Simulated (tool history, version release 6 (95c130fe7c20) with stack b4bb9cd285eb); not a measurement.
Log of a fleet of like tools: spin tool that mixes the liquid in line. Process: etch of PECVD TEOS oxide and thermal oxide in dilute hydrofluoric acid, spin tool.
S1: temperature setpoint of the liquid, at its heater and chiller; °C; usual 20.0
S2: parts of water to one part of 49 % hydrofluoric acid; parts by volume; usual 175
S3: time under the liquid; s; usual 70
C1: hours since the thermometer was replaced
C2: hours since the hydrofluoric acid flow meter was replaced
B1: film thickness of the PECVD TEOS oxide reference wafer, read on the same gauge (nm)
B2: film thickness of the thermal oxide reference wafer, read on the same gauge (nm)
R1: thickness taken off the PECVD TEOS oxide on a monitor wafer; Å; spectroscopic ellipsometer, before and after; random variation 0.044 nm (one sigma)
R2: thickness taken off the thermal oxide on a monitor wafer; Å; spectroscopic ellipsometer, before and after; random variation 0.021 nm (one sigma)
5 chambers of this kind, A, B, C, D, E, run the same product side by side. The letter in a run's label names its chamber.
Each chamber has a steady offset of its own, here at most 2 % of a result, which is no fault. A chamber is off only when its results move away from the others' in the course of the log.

Run 1A, hour 6.9: usual settings; C1 643.7; C2 591.1; B1 90.016; B2 59.975. Result: R1 71.798 Å, R2 15.0850 Å.
Run 2C, hour 17.6: usual settings; C1 468.1; C2 537.4; B1 90.007; B2 60.012. Result: R1 72.451 Å, R2 15.3940 Å.
Run 3D, hour 25.2: usual settings; C1 197.3; C2 296.8; B1 89.981; B2 59.989. Result: R1 71.511 Å, R2 15.2450 Å.
Run 4E, hour 33.8: usual settings; C1 286.1; C2 185.5; B1 89.983; B2 60.015. Result: R1 72.276 Å, R2 14.7770 Å.
Run 5B, hour 41.4: usual settings but S2 145 parts by volume; C1 1427.6; C2 250.3; B1 90.036; B2 59.966. Result: R1 88.987 Å, R2 18.7950 Å.
Run 6E, hour 54.5: usual settings but S2 145 parts by volume; C1 306.8; C2 206.2; B1 90.006; B2 59.965. Result: R1 90.250 Å, R2 19.0310 Å.
Run 7B, hour 66.1: usual settings but S2 145 parts by volume; C1 1452.3; C2 275.0; B1 89.999; B2 59.994. Result: R1 88.326 Å, R2 18.8120 Å.
Run 8A, hour 75.1: usual settings but S2 145 parts by volume; C1 711.9; C2 659.3; B1 89.962; B2 60.009. Result: R1 89.588 Å, R2 18.6830 Å.
Run 9D, hour 84.3: usual settings but S2 145 parts by volume; C1 256.4; C2 355.9; B1 89.994; B2 59.957. Result: R1 89.562 Å, R2 18.1310 Å.
At hour 94.6: chamber A: hydrofluoric acid flow meter replaced.
Run 10C, hour 94.6: usual settings; C1 545.1; C2 614.4; B1 89.996; B2 59.945. Result: R1 71.512 Å, R2 15.5650 Å.
Run 11E, hour 106.0: usual settings but S1 23.5 °C, S2 225 parts by volume; C1 358.3; C2 257.7; B1 89.990; B2 60.003. Result: R1 60.870 Å, R2 12.9150 Å.
Run 12B, hour 114.4: usual settings but S1 23.5 °C, S2 225 parts by volume; C1 1500.6; C2 323.3; B1 89.993; B2 60.041. Result: R1 60.996 Å, R2 12.7380 Å.
Run 13D, hour 126.5: usual settings but S1 23.5 °C, S2 225 parts by volume; C1 298.6; C2 398.1; B1 89.998; B2 59.991. Result: R1 60.770 Å, R2 12.5860 Å.
At hour 130.4: chamber C: thermometer replaced.
Run 14C, hour 135.5: usual settings but S1 23.5 °C, S2 225 parts by volume; C1 5.2; C2 655.3; B1 90.008; B2 60.001. Result: R1 61.356 Å, R2 13.1240 Å.
Run 15A, hour 147.3: usual settings but S1 23.5 °C, S2 225 parts by volume; C1 784.1; C2 52.7; B1 89.980; B2 60.004. Result: R1 60.528 Å, R2 12.7600 Å.
Run 16B, hour 156.5: usual settings; C1 1542.7; C2 365.4; B1 89.988; B2 59.997. Result: R1 72.292 Å, R2 15.4840 Å.
Run 17E, hour 164.6: usual settings but S2 235 parts by volume, S3 50 s; C1 416.9; C2 316.3; B1 90.004; B2 60.022. Result: R1 35.999 Å, R2 7.5726 Å.
At hour 171.4: chamber D: hydrofluoric acid flow meter replaced.
Run 18D, hour 175.0: usual settings but S2 235 parts by volume, S3 50 s; C1 347.1; C2 3.6; B1 90.023; B2 60.041. Result: R1 36.641 Å, R2 7.6977 Å.
Run 19A, hour 183.0: usual settings but S2 235 parts by volume, S3 50 s; C1 819.8; C2 88.4; B1 90.009; B2 59.981. Result: R1 36.392 Å, R2 7.5312 Å.
Run 20C, hour 191.2: usual settings but S2 235 parts by volume, S3 50 s; C1 60.9; C2 711.0; B1 90.018; B2 60.000. Result: R1 36.532 Å, R2 7.7843 Å.
Run 21B, hour 203.1: usual settings but S2 235 parts by volume, S3 50 s; C1 1589.3; C2 412.0; B1 89.997; B2 60.030. Result: R1 36.261 Å, R2 7.6519 Å.
Run 22A, hour 215.2: usual settings but S1 17.0 °C, S2 110 parts by volume; C1 852.0; C2 120.6; B1 90.003; B2 60.000. Result: R1 106.510 Å, R2 22.8330 Å.
Run 23D, hour 220.8: usual settings but S1 17.0 °C, S2 110 parts by volume; C1 392.9; C2 49.4; B1 90.011; B2 60.028. Result: R1 107.420 Å, R2 22.7990 Å.
Run 24E, hour 227.4: usual settings but S1 17.0 °C, S2 110 parts by volume; C1 479.7; C2 379.1; B1 89.987; B2 60.002. Result: R1 108.790 Å, R2 22.2820 Å.
Run 25C, hour 233.9: usual settings but S1 17.0 °C, S2 110 parts by volume; C1 103.6; C2 753.7; B1 90.032; B2 59.986. Result: R1 108.410 Å, R2 23.0600 Å.
Run 26E, hour 241.8: usual settings but S1 17.0 °C, S2 110 parts by volume; C1 494.1; C2 393.5; B1 90.005; B2 60.016. Result: R1 108.710 Å, R2 22.3340 Å.
Run 27A, hour 253.9: usual settings; C1 890.7; C2 159.3; B1 90.004; B2 59.988. Result: R1 71.348 Å, R2 14.7510 Å.
Run 28C, hour 262.2: usual settings; C1 131.9; C2 782.0; B1 90.006; B2 59.964. Result: R1 71.882 Å, R2 15.8520 Å.
Run 29D, hour 272.2: usual settings; C1 444.3; C2 100.8; B1 89.994; B2 59.999. Result: R1 71.863 Å, R2 15.2130 Å.
Run 30B, hour 282.1: usual settings; C1 1668.3; C2 491.0; B1 89.998; B2 60.005. Result: R1 71.571 Å, R2 15.0780 Å.
Run 31E, hour 292.2: usual settings; C1 544.5; C2 443.9; B1 89.980; B2 60.004. Result: R1 72.195 Å, R2 14.6720 Å.
Run 32B, hour 300.9: usual settings but S1 18.5 °C; C1 1687.1; C2 509.8; B1 90.005; B2 59.980. Result: R1 67.932 Å, R2 14.3720 Å.
Run 33A, hour 311.8: usual settings but S1 18.5 °C; C1 948.6; C2 217.2; B1 90.038; B2 60.007. Result: R1 67.292 Å, R2 14.0130 Å.
Run 34C, hour 320.1: usual settings but S1 18.5 °C; C1 189.8; C2 839.9; B1 90.011; B2 59.998. Result: R1 67.097 Å, R2 14.4350 Å.
Run 35D, hour 330.6: usual settings but S1 18.5 °C; C1 502.7; C2 159.2; B1 89.985; B2 59.989. Result: R1 66.989 Å, R2 14.5050 Å.
Run 36A, hour 342.0: usual settings but S1 18.5 °C; C1 978.8; C2 247.4; B1 89.966; B2 59.986. Result: R1 68.316 Å, R2 14.2070 Å.
Run 37B, hour 354.0: usual settings; C1 1740.2; C2 562.9; B1 89.993; B2 59.946. Result: R1 71.558 Å, R2 15.2220 Å.
Run 38D, hour 367.1: usual settings; C1 539.2; C2 195.7; B1 90.004; B2 60.025. Result: R1 71.491 Å, R2 15.1640 Å.

Is one chamber off against the others, does the gauge drift, or is nothing wrong? If a chamber is off, say which, and what the likeliest cause is.

No chamber stands off beyond its own small offset, and the gauge holds steady.

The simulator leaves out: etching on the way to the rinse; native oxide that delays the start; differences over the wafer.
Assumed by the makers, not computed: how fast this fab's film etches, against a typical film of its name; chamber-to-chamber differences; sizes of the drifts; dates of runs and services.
